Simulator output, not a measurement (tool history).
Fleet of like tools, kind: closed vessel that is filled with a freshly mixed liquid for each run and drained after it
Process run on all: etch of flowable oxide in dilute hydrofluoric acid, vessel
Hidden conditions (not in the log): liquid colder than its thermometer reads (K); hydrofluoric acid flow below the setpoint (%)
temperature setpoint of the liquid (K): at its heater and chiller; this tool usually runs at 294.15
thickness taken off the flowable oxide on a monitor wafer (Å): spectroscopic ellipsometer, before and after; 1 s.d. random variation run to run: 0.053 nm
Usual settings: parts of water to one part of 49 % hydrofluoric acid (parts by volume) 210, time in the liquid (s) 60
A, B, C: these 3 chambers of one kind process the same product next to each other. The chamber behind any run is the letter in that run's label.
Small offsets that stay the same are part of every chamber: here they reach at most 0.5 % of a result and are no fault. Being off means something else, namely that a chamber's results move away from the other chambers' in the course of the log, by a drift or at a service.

run   hour  temperature setpoint of the liquid (K)  parts of water to one part of 49 % hydrofluoric acid (parts by volume)  time in the liquid (s)  hours since the thermometer was replaced  hours since the hydrofluoric acid flow meter was replaced  read-back film thickness of the flowable oxide reference wafer, read on the same gauge (nm)  thickness taken off the flowable oxide on a monitor wafer (Å)
 1A    5.4                                  294.15                                                                     210                      60                                    1418.2                                                      296.9                                                                                       80.019                                                         63.238
 2B    9.3                                  294.15                                                                     210                      60                                     894.8                                                      518.4                                                                                       80.020                                                         64.387
 3C   13.8                                  294.15                                                                     210                      60                                     423.1                                                      936.6                                                                                       80.033                                                         64.296
 4B   18.3                                  294.15                                                                     210                      60                                     903.8                                                      527.4                                                                                       79.984                                                         64.408
 5A   23.0                                  294.15                                                                     210                      60                                    1435.8                                                      314.5                                                                                       79.982                                                         64.519
 6C   28.7                                  294.15                                                                     210                      60                                     438.0                                                      951.5                                                                                       79.991                                                         63.870
 7C   34.2                                  294.15                                                                     210                      60                                     443.5                                                      957.0                                                                                       80.028                                                         63.955
 8A   40.4                                  294.15                                                                     210                      60                                    1453.2                                                      331.9                                                                                       80.007                                                         64.811
 9B   43.3                                  294.15                                                                     210                      60                                     928.8                                                      552.4                                                                                       80.009                                                         63.885
10C   46.2                                  294.15                                                                     210                      60                                     455.5                                                      969.0                                                                                       80.004                                                         64.017
11B   49.3                                  294.15                                                                     210                      60                                     934.8                                                      558.4                                                                                       79.998                                                         64.827
12A   54.1                                  294.15                                                                     210                      60                                    1466.9                                                      345.6                                                                                       80.010                                                         63.063
13C   60.1                                  290.65                                                                     210                      60                                     469.4                                                      982.9                                                                                       80.019                                                         55.786
14A   65.2                                  290.65                                                                     210                      60                                    1478.0                                                      356.7                                                                                       80.018                                                         55.737
15B   71.0                                  290.65                                                                     210                      60                                     956.5                                                      580.1                                                                                       79.970                                                         55.768
16B   74.7                                  294.15                                                                     210                      60                                     960.2                                                      583.8                                                                                       79.973                                                         64.430
17A   79.2                                  290.65                                                                     210                      60                                    1492.0                                                      370.7                                                                                       79.998                                                         54.642
18C   82.6                                  290.65                                                                     210                      60                                     491.9                                                     1005.4                                                                                       80.003                                                         55.260
19A   85.6                                  290.65                                                                     210                      60                                    1498.4                                                      377.1                                                                                       79.963                                                         54.698
20B   89.8                                  294.15                                                                     210                      60                                     975.3                                                      598.9                                                                                       79.986                                                         64.436
21C   93.5                                  294.15                                                                     210                      60                                     502.8                                                     1016.3                                                                                       80.008                                                         63.955
22C   97.9                                  294.15                                                                     210                      60                                     507.2                                                     1020.7                                                                                       79.962                                                         64.469
23A  103.9                                  294.15                                                                     210                      60                                    1516.7                                                      395.4                                                                                       80.000                                                         61.344
24B  109.1                                  296.15                                                                     210                      30                                     994.6                                                      618.2                                                                                       79.998                                                         34.748
25B  112.0                                  296.15                                                                     210                      30                                     997.5                                                      621.1                                                                                       79.974                                                         34.755
26C  116.2                                  296.15                                                                     210                      30                                     525.5                                                     1039.0                                                                                       79.978                                                         34.403
27A  122.4                                  294.15                                                                     210                      60                                    1535.2                                                      413.9                                                                                       80.026                                                         60.084
28C  127.9                                  294.15                                                                     210                      60                                     537.2                                                     1050.7                                                                                       79.982                                                         63.868
29A  131.7                                  290.65                                                                     210                      60                                    1544.5                                                      423.2                                                                                       80.034                                                         52.018
30B  135.8                                  290.65                                                                     210                      60                                    1021.3                                                      644.9                                                                                       79.992                                                         56.705
31B  139.9                                  290.65                                                                     210                      60                                    1025.4                                                      649.0                                                                                       80.009                                                         54.678
32A  144.7                                  294.15                                                                     210                      60                                    1557.5                                                      436.2                                                                                       79.970                                                         58.877
33C  149.4                                  294.15                                                                     210                      60                                     558.7                                                     1072.2                                                                                       80.005                                                         63.409
34C  154.3                                  294.15                                                                     210                      60                                     563.6                                                     1077.1                                                                                       80.042                                                         64.619
35A  159.8                                  294.15                                                                     210                      60                                    1572.6                                                      451.3                                                                                       80.047                                                         59.775
36B  164.3                                  294.15                                                                     210                      60                                    1049.8                                                      673.4                                                                                       79.983                                                         64.926
37B  168.6                                  294.15                                                                     210                      60                                    1054.1                                                      677.7                                                                                       80.003                                                         64.124

Decide between three cases: one chamber stands off from its peers, the gauge reading all wafers drifts, or nothing is wrong past each chamber's small offset. Where a chamber is off, say which and what most likely put it there.

Little by little, chamber A moves away from the other chambers.
What lies behind it: hydrofluoric acid flow below the setpoint (%) = 7.98.
Not necessarily distinguishable in this log from: liquid colder than its thermometer reads (K).

Here are 4 candidates for chamber A's next run, each the usual settings with a change, their results left as question marks. Which one brings its results back in line with what the others give on the usual settings?
In line here means within this much of the mean the other chambers give on the usual settings: thickness taken off the flowable oxide on a monitor wafer (Å) 1.900
38A-1  173.3                                  296.65                                                                     210                      60                                                                                                                                                                                                                                                                ?
38A-2  173.3                                  295.15                                                                     210                      60                                                                                                                                                                                                                                                                ?
38A-3  173.3                                  293.15                                                                     210                      60                                                                                                                                                                                                                                                                ?
38A-4  173.3                                  291.65                                                                     210                      60                                                                                                                                                                                                                                                                ?

The other chambers' mean on the usual settings: thickness taken off the flowable oxide on a monitor wafer (Å) 63.926
  run  thickness taken off the flowable oxide on a monitor wafer (Å)
38A-1                                                         63.879
38A-2                                                         60.469
38A-3                                                         56.093
38A-4                                                         52.981
38A-1 puts the chamber back in line with the other chambers.
